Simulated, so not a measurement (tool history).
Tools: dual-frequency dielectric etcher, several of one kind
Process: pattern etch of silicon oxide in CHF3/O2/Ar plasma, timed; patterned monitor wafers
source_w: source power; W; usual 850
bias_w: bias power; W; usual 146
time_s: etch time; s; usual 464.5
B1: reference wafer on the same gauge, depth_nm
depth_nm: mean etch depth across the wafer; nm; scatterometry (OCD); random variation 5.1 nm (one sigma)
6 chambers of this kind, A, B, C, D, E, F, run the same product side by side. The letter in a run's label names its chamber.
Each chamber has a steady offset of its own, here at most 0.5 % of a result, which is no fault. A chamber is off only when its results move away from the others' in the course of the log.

{"run": "1F", "hour": 5.6, "source_w": 850, "bias_w": 146, "time_s": 464.5, "B1": 1010.1, "depth_nm": 989.2}
{"run": "2D", "hour": 10.9, "source_w": 850, "bias_w": 146, "time_s": 464.5, "B1": 1010.6, "depth_nm": 984.34}
{"run": "3C", "hour": 15.3, "source_w": 850, "bias_w": 146, "time_s": 464.5, "B1": 1012.5, "depth_nm": 988.98}
{"run": "4A", "hour": 19.7, "source_w": 850, "bias_w": 146, "time_s": 464.5, "B1": 1011.4, "depth_nm": 976.54}
{"run": "5B", "hour": 27.7, "source_w": 1040, "bias_w": 165, "time_s": 464.5, "B1": 1010.7, "depth_nm": 1110.8}
{"run": "6E", "hour": 34.4, "source_w": 1040, "bias_w": 165, "time_s": 464.5, "B1": 1011.1, "depth_nm": 1095.5}
{"run": "7E", "hour": 41.9, "source_w": 1040, "bias_w": 165, "time_s": 464.5, "B1": 1010.8, "depth_nm": 1100.0}
{"run": "8D", "hour": 47.4, "source_w": 1040, "bias_w": 165, "time_s": 464.5, "B1": 1011.8, "depth_nm": 1101.8}
{"hour": 47.5, "done": "chamber A: bias power generator calibrated"}
{"run": "9A", "hour": 52.9, "source_w": 1040, "bias_w": 165, "time_s": 464.5, "B1": 1011.0, "depth_nm": 1094.8}
{"run": "10B", "hour": 57.4, "source_w": 1040, "bias_w": 165, "time_s": 464.5, "B1": 1011.4, "depth_nm": 1102.7}
{"run": "11F", "hour": 66.0, "source_w": 850, "bias_w": 160, "time_s": 349.5, "B1": 1010.2, "depth_nm": 758.55}
{"run": "12C", "hour": 73.8, "source_w": 850, "bias_w": 160, "time_s": 349.5, "B1": 1010.0, "depth_nm": 764.27}
{"run": "13D", "hour": 78.4, "source_w": 850, "bias_w": 160, "time_s": 349.5, "B1": 1011.4, "depth_nm": 767.13}
{"run": "14E", "hour": 86.0, "source_w": 850, "bias_w": 160, "time_s": 349.5, "B1": 1011.2, "depth_nm": 752.85}
{"run": "15C", "hour": 92.3, "source_w": 850, "bias_w": 160, "time_s": 349.5, "B1": 1010.8, "depth_nm": 760.86}
{"run": "16F", "hour": 101.6, "source_w": 850, "bias_w": 160, "time_s": 349.5, "B1": 1009.7, "depth_nm": 756.2}
{"run": "17B", "hour": 110.1, "source_w": 850, "bias_w": 146, "time_s": 464.5, "B1": 1011.0, "depth_nm": 980.64}
{"run": "18A", "hour": 114.5, "source_w": 850, "bias_w": 146, "time_s": 464.5, "B1": 1009.8, "depth_nm": 989.94}
{"run": "19F", "hour": 123.7, "source_w": 850, "bias_w": 146, "time_s": 464.5, "B1": 1011.8, "depth_nm": 976.34}
{"run": "20C", "hour": 132.1, "source_w": 850, "bias_w": 146, "time_s": 464.5, "B1": 1011.0, "depth_nm": 983.54}
{"run": "21B", "hour": 137.5, "source_w": 850, "bias_w": 146, "time_s": 464.5, "B1": 1011.5, "depth_nm": 986.0}
{"run": "22E", "hour": 147.2, "source_w": 850, "bias_w": 146, "time_s": 464.5, "B1": 1012.0, "depth_nm": 967.2}
{"run": "23D", "hour": 153.2, "source_w": 850, "bias_w": 146, "time_s": 464.5, "B1": 1010.6, "depth_nm": 980.43}
{"hour": 157.7, "done": "chamber A: wet clean of the chamber"}
{"run": "24A", "hour": 159.1, "source_w": 850, "bias_w": 146, "time_s": 464.5, "B1": 1010.7, "depth_nm": 984.84}
{"run": "25C", "hour": 166.1, "source_w": 850, "bias_w": 146, "time_s": 464.5, "B1": 1011.7, "depth_nm": 973.84}
{"run": "26E", "hour": 170.4, "source_w": 850, "bias_w": 146, "time_s": 464.5, "B1": 1010.7, "depth_nm": 985.91}
{"run": "27F", "hour": 175.9, "source_w": 960, "bias_w": 146, "time_s": 464.5, "B1": 1010.8, "depth_nm": 1030.3}
{"run": "28A", "hour": 181.1, "source_w": 960, "bias_w": 146, "time_s": 464.5, "B1": 1011.7, "depth_nm": 1029.3}
{"run": "29B", "hour": 189.7, "source_w": 960, "bias_w": 146, "time_s": 464.5, "B1": 1010.2, "depth_nm": 1022.5}
{"hour": 194.4, "done": "chamber D: source power generator calibrated"}
{"run": "30D", "hour": 197.3, "source_w": 960, "bias_w": 146, "time_s": 464.5, "B1": 1010.7, "depth_nm": 1027.6}
{"run": "31B", "hour": 206.1, "source_w": 960, "bias_w": 146, "time_s": 464.5, "B1": 1010.3, "depth_nm": 1013.0}
{"run": "32A", "hour": 214.3, "source_w": 960, "bias_w": 146, "time_s": 464.5, "B1": 1011.5, "depth_nm": 1034.6}
{"run": "33F", "hour": 222.6, "source_w": 850, "bias_w": 146, "time_s": 464.5, "B1": 1010.2, "depth_nm": 986.58}
{"hour": 228.5, "done": "chamber F: wet clean of the chamber"}
{"hour": 228.7, "done": "chamber E: source power generator calibrated"}
{"run": "34C", "hour": 232.2, "source_w": 850, "bias_w": 146, "time_s": 464.5, "B1": 1010.9, "depth_nm": 977.02}
{"run": "35D", "hour": 241.3, "source_w": 850, "bias_w": 146, "time_s": 464.5, "B1": 1011.4, "depth_nm": 986.63}
{"run": "36E", "hour": 248.5, "source_w": 850, "bias_w": 146, "time_s": 464.5, "B1": 1012.4, "depth_nm": 975.45}
{"run": "37F", "hour": 257.1, "source_w": 850, "bias_w": 111, "time_s": 388.5, "B1": 1011.4, "depth_nm": 761.55}

What goes on in this fleet: one chamber off, a drifting gauge, or nothing beyond the chambers' own small offsets? Name the chamber and the cause, if any.

Chamber B drifts away from the others.
Cause: etch rate under this chamber's usual, % = 3.11.

Here are 4 candidates for chamber B's next run, each the usual settings with a change, their results left as question marks. Which one brings its results back in line with what the others give on the usual settings?
In line means no further than this from the other chambers' mean on the usual settings: depth_nm 18.00 nm
{"run": "38B-1", "hour": 264.1, "source_w": 840, "bias_w": 144, "time_s": 439.5, "depth_nm": "?"}
{"run": "38B-2", "hour": 264.1, "source_w": 860, "bias_w": 148, "time_s": 489.5, "depth_nm": "?"}
{"run": "38B-3", "hour": 264.1, "source_w": 850, "bias_w": 146, "time_s": 450.5, "depth_nm": "?"}
{"run": "38B-4", "hour": 264.1, "source_w": 860, "bias_w": 147, "time_s": 476.5, "depth_nm": "?"}

The other chambers' mean on the usual settings: depth_nm 983.14 nm
run=38B-1 depth_nm=891.80
run=38B-2 depth_nm=1011.10
run=38B-3 depth_nm=922.35
run=38B-4 depth_nm=982.14
38B-4 brings the chamber back in line.

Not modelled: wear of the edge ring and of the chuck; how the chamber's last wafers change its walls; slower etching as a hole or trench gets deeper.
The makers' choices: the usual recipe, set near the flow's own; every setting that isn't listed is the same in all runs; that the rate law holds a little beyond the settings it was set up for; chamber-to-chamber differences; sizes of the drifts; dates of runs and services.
